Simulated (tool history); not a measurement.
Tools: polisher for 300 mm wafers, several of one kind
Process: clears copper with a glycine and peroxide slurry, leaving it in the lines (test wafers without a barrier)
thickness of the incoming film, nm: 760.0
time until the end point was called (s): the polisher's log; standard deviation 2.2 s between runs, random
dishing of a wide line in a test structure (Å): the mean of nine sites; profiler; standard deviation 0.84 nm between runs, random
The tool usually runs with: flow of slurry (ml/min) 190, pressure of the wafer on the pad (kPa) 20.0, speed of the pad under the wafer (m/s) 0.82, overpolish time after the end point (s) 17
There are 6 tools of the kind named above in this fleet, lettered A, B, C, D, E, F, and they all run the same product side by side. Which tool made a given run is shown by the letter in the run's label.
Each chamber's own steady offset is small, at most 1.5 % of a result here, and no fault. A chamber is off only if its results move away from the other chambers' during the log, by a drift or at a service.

run   hour  flow of slurry (ml/min)  pressure of the wafer on the pad (kPa)  speed of the pad under the wafer (m/s)  overpolish time after the end point (s)  wafers polished on this pad  hours since the slurry nozzle was cleaned  hours since the head pressure was calibrated  time until the end point was called (s)  dishing of a wide line in a test structure (Å)
       1.9  -- chamber E: head pressure recalibrated
 1F    2.9                      190                                    20.0                                    0.82                                       17                          389                                       45.4                                         396.0                                   132.69                                          646.93
 2C    6.3                      190                                    20.0                                    0.82                                       17                          737                                      331.5                                         490.0                                   131.25                                          641.87
       7.1  -- chamber E: worn pad replaced by a new one
       8.0  -- chamber A: worn pad replaced by a new one
 3E    8.4                      190                                    20.0                                    0.82                                       17                           11                                      192.1                                           6.6                                   129.18                                          627.41
 4B   11.4                      190                                    20.0                                    0.82                                       17                         1185                                      112.2                                         740.8                                   130.24                                          640.07
      11.7  -- chamber B: worn pad replaced by a new one
 5A   16.0                      190                                    20.0                                    0.82                                       17                           70                                      600.5                                         534.1                                   132.13                                          639.51
      16.9  -- chamber C: slurry nozzle cleaned
 6D   18.4                      190                                    20.0                                    0.82                                       17                         1102                                      634.7                                          57.4                                   134.71                                          639.80
      21.9  -- chamber D: slurry nozzle cleaned
 7A   22.5                      190                                    20.0                                    0.82                                       17                          127                                      607.0                                         540.6                                   131.47                                          640.80
 8C   25.9                      190                                    20.0                                    0.82                                       17                          908                                        9.1                                         509.6                                   133.59                                          647.14
 9F   29.2                      190                                    20.0                                    0.82                                       17                          619                                       71.7                                         422.3                                   130.40                                          646.36
10B   33.6                      190                                    20.0                                    0.82                                       17                          191                                      134.4                                         763.0                                   135.77                                          627.95
11D   37.7                      190                                    20.0                                    0.82                                       17                         1271                                       15.8                                          76.7                                   130.74                                          647.06
12E   42.1                      190                                    20.0                                    0.92                                       17                          306                                      225.8                                          40.3                                   122.06                                          678.12
13A   44.9                      190                                    20.0                                    0.92                                       17                          323                                      629.4                                         563.0                                   120.57                                          696.05
14C   48.2                      190                                    20.0                                    0.92                                       17                         1103                                       31.4                                         531.9                                   119.10                                          690.80
15E   51.3                      190                                    20.0                                    0.92                                       17                          386                                      235.0                                          49.5                                   118.93                                          686.29
      53.3  -- chamber D: worn pad replaced by a new one
16B   55.9                      190                                    20.0                                    0.92                                       17                          386                                      156.7                                         785.3                                   122.10                                          718.21
      56.8  -- chamber C: worn pad replaced by a new one
17D   58.0                      190                                    20.0                                    0.92                                       17                           41                                       36.1                                          97.0                                   120.53                                          673.30
18F   60.6                      190                                    15.9                                    0.82                                       17                          893                                      103.1                                         453.7                                   160.46                                          551.39
      60.8  -- chamber F: worn pad replaced by a new one
19D   64.1                      190                                    15.9                                    0.82                                       17                           94                                       42.2                                         103.1                                   156.48                                          551.64
20A   68.2                      190                                    15.9                                    0.82                                       17                          527                                      652.7                                         586.3                                   161.06                                          540.93
21F   72.6                      190                                    15.9                                    0.82                                       17                          103                                      115.1                                         465.7                                   155.33                                          554.37
22B   76.1                      190                                    15.9                                    0.82                                       17                          563                                      176.9                                         805.5                                   155.73                                          544.35
23C   79.4                      190                                    15.9                                    0.82                                       17                          198                                       62.6                                         563.1                                   158.53                                          551.46
24E   82.3                      190                                    20.0                                    0.82                                       17                          658                                      266.0                                          80.5                                   130.77                                          643.76
25A   85.8                      190                                    20.0                                    0.82                                       17                          680                                      670.3                                         603.9                                   127.10                                          630.84
26F   88.2                      190                                    20.0                                    0.82                                       17                          239                                      130.7                                         481.3                                   129.12                                          639.64
27D   91.4                      190                                    20.0                                    0.82                                       17                          333                                       69.5                                         130.4                                   134.55                                          655.26
      91.9  -- chamber A: slurry nozzle cleaned
28B   95.2                      190                                    20.0                                    0.82                                       17                          730                                      196.0                                         824.6                                   138.09                                          648.73
29C   97.5                      190                                    20.0                                    0.82                                       17                          356                                       80.7                                         581.2                                   133.24                                          622.48
30E  101.5                      190                                    20.0                                    0.82                                       17                          825                                      285.2                                          99.7                                   138.07                                          644.18
     104.1  -- chamber B: head pressure recalibrated
31D  105.9                      190                                    20.0                                    0.82                                       17                          459                                       84.0                                         144.9                                   132.73                                          642.00
     108.5  -- chamber A: worn pad replaced by a new one
32A  109.1                      190                                    20.0                                    0.82                                       17                            5                                       17.2                                         627.2                                   132.08                                          640.49
33F  111.9                      190                                    20.0                                    0.82                                       17                          447                                      154.4                                         505.0                                   128.22                                          646.07
     113.4  -- chamber B: slurry nozzle cleaned
34B  115.0                      190                                    20.0                                    0.82                                       10                          903                                        1.6                                          10.9                                   132.82                                          422.75
35C  117.5                      190                                    20.0                                    0.82                                       10                          531                                      100.7                                         601.2                                   131.01                                          401.17
36E  119.9                      190                                    20.0                                    0.82                                       10                          986                                      303.6                                         118.1                                   132.29                                          397.18

What goes on in this fleet: one chamber off, a drifting gauge, or nothing beyond the chambers' own small offsets? Name the chamber and the cause, if any.

No chamber is off and the gauge is stable; the differences are just each chamber's small, constant offset.
